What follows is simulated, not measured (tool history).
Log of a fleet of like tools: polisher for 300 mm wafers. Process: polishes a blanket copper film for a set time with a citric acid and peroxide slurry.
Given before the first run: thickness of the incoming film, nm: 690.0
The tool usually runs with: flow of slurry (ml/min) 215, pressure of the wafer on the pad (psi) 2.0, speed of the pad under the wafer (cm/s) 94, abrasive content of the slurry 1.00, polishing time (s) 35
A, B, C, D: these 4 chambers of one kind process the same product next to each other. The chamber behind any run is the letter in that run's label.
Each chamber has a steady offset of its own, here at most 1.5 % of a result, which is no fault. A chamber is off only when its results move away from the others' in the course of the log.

| run | hour | flow of slurry (ml/min) | pressure of the wafer on the pad (psi) | speed of the pad under the wafer (cm/s) | abrasive content of the slurry | polishing time (s) | wafers polished on this pad | hours since the slurry nozzle was cleaned | hours since the head pressure was calibrated | hours since the slurry blender was calibrated | film removed (angstrom) |
|---|---|---|---|---|---|---|---|---|---|---|---|
|  | 4.8 | chamber C: worn pad replaced by a new one |
| 1D | 6.9 | 215 | 2.0 | 94 | 1.00 | 35 | 642 | 454.7 | 101.4 | 21.5 | 558.77 |
|  | 14.6 | chamber D: slurry nozzle cleaned |
|  | 17.1 | chamber B: worn pad replaced by a new one |
| 2B | 21.9 | 215 | 2.0 | 94 | 1.00 | 35 | 67 | 347.3 | 432.7 | 51.9 | 548.21 |
| 3C | 33.0 | 215 | 2.0 | 94 | 1.00 | 35 | 396 | 164.7 | 631.9 | 222.4 | 544.56 |
|  | 40.8 | chamber A: worn pad replaced by a new one |
| 4A | 45.2 | 215 | 2.0 | 94 | 1.00 | 35 | 61 | 530.5 | 766.3 | 220.8 | 551.62 |
|  | 47.1 | chamber D: worn pad replaced by a new one |
|  | 50.1 | chamber C: slurry blender recalibrated |
| 5D | 56.6 | 215 | 2.0 | 94 | 1.00 | 35 | 133 | 42.1 | 151.1 | 71.2 | 563.65 |
| 6C | 63.6 | 215 | 2.4 | 110 | 1.00 | 35 | 824 | 195.3 | 662.5 | 13.5 | 783.38 |
| 7A | 73.2 | 215 | 2.4 | 110 | 1.00 | 35 | 453 | 558.5 | 794.3 | 248.8 | 787.30 |
| 8B | 81.3 | 215 | 2.4 | 110 | 1.00 | 35 | 899 | 406.7 | 492.1 | 111.3 | 759.43 |
|  | 86.4 | chamber A: slurry blender recalibrated |
| 9A | 92.5 | 215 | 2.4 | 110 | 1.00 | 35 | 724 | 577.8 | 813.6 | 6.2 | 762.65 |
|  | 100.9 | chamber C: worn pad replaced by a new one |
| 10B | 107.8 | 215 | 2.0 | 94 | 1.00 | 35 | 1270 | 433.2 | 518.6 | 137.8 | 558.16 |
|  | 109.5 | chamber B: worn pad replaced by a new one |
| 11D | 121.3 | 215 | 2.0 | 94 | 1.00 | 35 | 1039 | 106.8 | 215.8 | 135.9 | 561.80 |
|  | 122.9 | chamber D: worn pad replaced by a new one |
| 12C | 133.2 | 215 | 2.0 | 94 | 1.00 | 35 | 452 | 264.9 | 732.1 | 83.1 | 555.64 |
|  | 136.6 | chamber A: worn pad replaced by a new one |
| 13C | 144.8 | 215 | 2.0 | 116 | 1.00 | 40 | 614 | 276.5 | 743.7 | 94.7 | 780.26 |
| 14B | 152.2 | 215 | 2.0 | 116 | 1.00 | 40 | 598 | 477.6 | 563.0 | 182.2 | 769.94 |
| 15D | 161.5 | 215 | 2.0 | 116 | 1.00 | 40 | 541 | 147.0 | 256.0 | 176.1 | 790.19 |
| 16A | 170.9 | 215 | 2.0 | 116 | 1.00 | 40 | 481 | 656.2 | 892.0 | 84.6 | 780.47 |
|  | 173.6 | chamber A: slurry nozzle cleaned |
| 17D | 184.3 | 215 | 2.0 | 94 | 1.00 | 35 | 860 | 169.8 | 278.8 | 198.9 | 551.03 |
|  | 186.0 | chamber C: worn pad replaced by a new one |
|  | 189.3 | chamber B: worn pad replaced by a new one |
| 18C | 193.9 | 215 | 2.0 | 94 | 1.00 | 35 | 111 | 325.6 | 792.8 | 143.8 | 537.56 |
|  | 197.2 | chamber D: worn pad replaced by a new one |
| 19A | 208.2 | 215 | 2.0 | 72 | 0.75 | 35 | 1004 | 34.6 | 929.3 | 121.9 | 410.59 |
| 20B | 220.6 | 215 | 2.0 | 72 | 0.75 | 35 | 439 | 546.0 | 631.4 | 250.6 | 392.22 |
|  | 225.1 | chamber A: worn pad replaced by a new one |
| 21C | 232.9 | 215 | 2.0 | 72 | 0.75 | 35 | 657 | 364.6 | 831.8 | 182.8 | 401.15 |
| 22A | 243.9 | 215 | 2.0 | 72 | 0.75 | 35 | 263 | 70.3 | 965.0 | 157.6 | 402.96 |
| 23B | 258.9 | 215 | 2.0 | 94 | 1.00 | 35 | 975 | 584.3 | 669.7 | 288.9 | 528.65 |
| 24D | 269.5 | 170 | 1.5 | 94 | 1.00 | 35 | 1012 | 255.0 | 364.0 | 284.1 | 405.55 |
|  | 273.6 | chamber C: slurry blender recalibrated |
|  | 277.3 | chamber C: worn pad replaced by a new one |
| 25C | 279.9 | 170 | 1.5 | 94 | 1.00 | 35 | 37 | 411.6 | 878.8 | 6.4 | 410.27 |
|  | 280.4 | chamber B: worn pad replaced by a new one |
|  | 289.2 | chamber D: worn pad replaced by a new one |
| 26A | 289.9 | 170 | 1.5 | 94 | 1.00 | 35 | 907 | 116.3 | 1011.0 | 203.6 | 398.70 |
| 27B | 297.7 | 170 | 1.5 | 94 | 1.00 | 35 | 243 | 623.1 | 708.5 | 327.7 | 397.00 |
|  | 303.6 | chamber A: slurry blender recalibrated |
| 28D | 309.5 | 215 | 2.0 | 94 | 1.00 | 35 | 284 | 295.0 | 404.0 | 324.1 | 568.48 |
|  | 323.2 | chamber A: worn pad replaced by a new one |
| 29D | 324.1 | 215 | 2.0 | 94 | 1.00 | 35 | 488 | 309.6 | 418.6 | 338.7 | 557.92 |
| 30B | 336.5 | 215 | 2.0 | 94 | 1.00 | 35 | 786 | 661.9 | 747.3 | 366.5 | 532.82 |
|  | 337.9 | chamber C: slurry nozzle cleaned |
| 31A | 348.4 | 215 | 2.0 | 82 | 1.25 | 35 | 353 | 174.8 | 1069.5 | 44.9 | 508.05 |
|  | 353.8 | chamber C: worn pad replaced by a new one |
| 32C | 362.5 | 215 | 2.0 | 82 | 1.25 | 35 | 122 | 24.6 | 961.4 | 89.0 | 516.25 |
| 33C | 370.7 | 215 | 2.0 | 82 | 1.25 | 35 | 237 | 32.8 | 969.6 | 97.2 | 505.27 |
|  | 371.6 | chamber B: worn pad replaced by a new one |
|  | 379.4 | chamber D: worn pad replaced by a new one |
| 34B | 380.8 | 215 | 2.0 | 82 | 1.25 | 35 | 130 | 706.2 | 791.6 | 410.8 | 474.86 |
| 35D | 396.0 | 215 | 2.0 | 94 | 1.00 | 35 | 233 | 381.5 | 490.5 | 410.6 | 550.75 |
|  | 405.4 | chamber D: head pressure recalibrated |
| 36A | 407.8 | 215 | 2.0 | 94 | 1.00 | 35 | 1185 | 234.2 | 1128.9 | 104.3 | 550.65 |
|  | 410.9 | chamber A: worn pad replaced by a new one |
| 37A | 416.1 | 215 | 2.0 | 94 | 1.00 | 35 | 74 | 242.5 | 1137.2 | 112.6 | 555.70 |
| 38B | 427.4 | 215 | 2.0 | 94 | 1.00 | 35 | 782 | 752.8 | 838.2 | 457.4 | 522.97 |
|  | 428.4 | chamber D: slurry blender recalibrated |
| 39D | 436.2 | 215 | 2.0 | 94 | 1.00 | 35 | 796 | 421.7 | 30.8 | 7.8 | 555.30 |

What goes on in this fleet: one chamber off, a drifting gauge, or nothing beyond the chambers' own small offsets? Name the chamber and the cause, if any.

It is chamber B that slowly wanders off from its peers.
Most likely cause: abrasive missing from the slurry, % = 31.6.
With only this log, it may be confused with: slurry flow missing at the pad, %; head's pressure below its setpoint, %.

Here are 4 candidates for chamber B's next run, each the usual settings with a change, their results left as question marks. Which one brings its results back in line with what the others give on the usual settings?
To be in line, a result may differ from the other chambers' mean on the usual settings by at most: film removed (angstrom) 19.00
| 40B-1 | 447.5 | 215 | 2.0 | 96 | 1.00 | 35 |  |  |  |  | ? |
| 40B-2 | 447.5 | 215 | 2.0 | 92 | 1.00 | 35 |  |  |  |  | ? |
| 40B-3 | 447.5 | 130 | 2.0 | 94 | 1.00 | 35 |  |  |  |  | ? |
| 40B-4 | 447.5 | 215 | 2.1 | 96 | 1.00 | 36 |  |  |  |  | ? |

Usual-settings mean across the other chambers: film removed (angstrom) 554.53
| run | film removed (angstrom) |
|---|---|
| 40B-1 | 520.87 |
| 40B-2 | 499.90 |
| 40B-3 | 472.13 |
| 40B-4 | 561.16 |
40B-4 is the one that brings the chamber's results back in line with the other chambers.
